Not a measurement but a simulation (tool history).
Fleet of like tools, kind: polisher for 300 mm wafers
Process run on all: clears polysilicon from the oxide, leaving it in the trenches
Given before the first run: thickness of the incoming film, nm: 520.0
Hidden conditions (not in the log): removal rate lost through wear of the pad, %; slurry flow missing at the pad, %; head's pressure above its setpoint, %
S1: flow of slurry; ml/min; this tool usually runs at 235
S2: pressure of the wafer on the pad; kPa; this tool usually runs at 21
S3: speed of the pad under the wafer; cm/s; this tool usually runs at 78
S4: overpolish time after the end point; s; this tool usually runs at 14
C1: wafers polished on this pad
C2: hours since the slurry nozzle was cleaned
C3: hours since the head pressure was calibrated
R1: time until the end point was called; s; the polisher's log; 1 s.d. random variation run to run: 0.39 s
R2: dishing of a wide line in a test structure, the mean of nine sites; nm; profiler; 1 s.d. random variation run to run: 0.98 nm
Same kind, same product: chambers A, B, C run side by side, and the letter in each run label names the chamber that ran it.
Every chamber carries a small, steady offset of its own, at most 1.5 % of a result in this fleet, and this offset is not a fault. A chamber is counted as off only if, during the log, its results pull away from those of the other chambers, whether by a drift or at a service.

run	hour	S1	S2	S3	S4	C1	C2	C3	R1	R2
# hour 1.6: chamber A: worn pad replaced by a new one
1C	9.8	235	21	78	14	1137	52.7	405.9	36.875	46.688
# hour 13.5: chamber C: worn pad replaced by a new one
2B	19.5	235	21	78	14	475	230.1	244.7	37.301	46.570
3A	25.5	235	21	78	14	317	150.4	1420.2	37.120	46.452
# hour 26.3: chamber B: worn pad replaced by a new one
4B	33.6	235	21	78	14	97	244.2	258.8	37.004	47.046
5A	41.4	235	21	78	14	528	166.3	1436.1	37.503	45.768
6C	50.7	235	21	78	14	494	93.6	446.8	37.187	44.451
7B	60.3	235	21	78	14	451	270.9	285.5	37.488	46.827
8A	65.4	235	21	78	14	846	190.3	1460.1	37.746	46.218
# hour 65.9: chamber B: worn pad replaced by a new one
9C	75.6	235	21	62	9	824	118.5	471.7	47.229	41.375
10C	82.8	235	21	62	9	919	125.7	478.9	47.265	41.099
# hour 84.0: chamber A: slurry nozzle cleaned
11B	89.6	235	21	62	9	314	300.2	314.8	47.364	41.706
# hour 90.9: chamber B: head pressure recalibrated
12A	94.5	235	21	78	14	1232	10.6	1489.2	37.175	45.331
# hour 98.1: chamber A: head pressure recalibrated
# hour 103.7: chamber B: worn pad replaced by a new one
# hour 104.5: chamber A: worn pad replaced by a new one
13C	105.8	235	21	78	14	1224	148.7	501.9	37.907	45.927
# hour 106.7: chamber C: worn pad replaced by a new one
14A	111.2	235	21	78	14	89	27.3	13.1	37.686	43.430
15B	120.7	235	21	78	14	226	331.3	29.8	36.393	46.493
# hour 125.7: chamber C: head pressure recalibrated
16B	130.1	235	21	78	14	351	340.7	39.2	37.161	46.424
17A	139.8	235	21	78	14	468	55.9	41.7	36.732	44.873
18C	145.8	235	21	78	14	519	188.7	20.1	37.733	46.864
# hour 145.9: chamber B: worn pad replaced by a new one
19A	156.9	235	21	78	14	695	73.0	58.8	37.158	45.521
20B	162.0	235	21	78	14	213	372.6	71.1	37.348	47.691
21C	171.7	235	21	78	14	862	214.6	46.0	37.650	46.276
22A	178.6	235	21	78	14	983	94.7	80.5	37.027	46.640
23C	184.6	235	21	78	14	1033	227.5	58.9	37.666	45.820

Next, every chamber runs the same settings. What will each give?
24A	192.7	235	21	78	19				?	?
24B	192.7	235	21	78	19				?	?
24C	192.7	235	21	78	19				?	?

run	R1	R2
24A	36.805	45.782
24B	37.282	46.620
24C	37.362	46.799
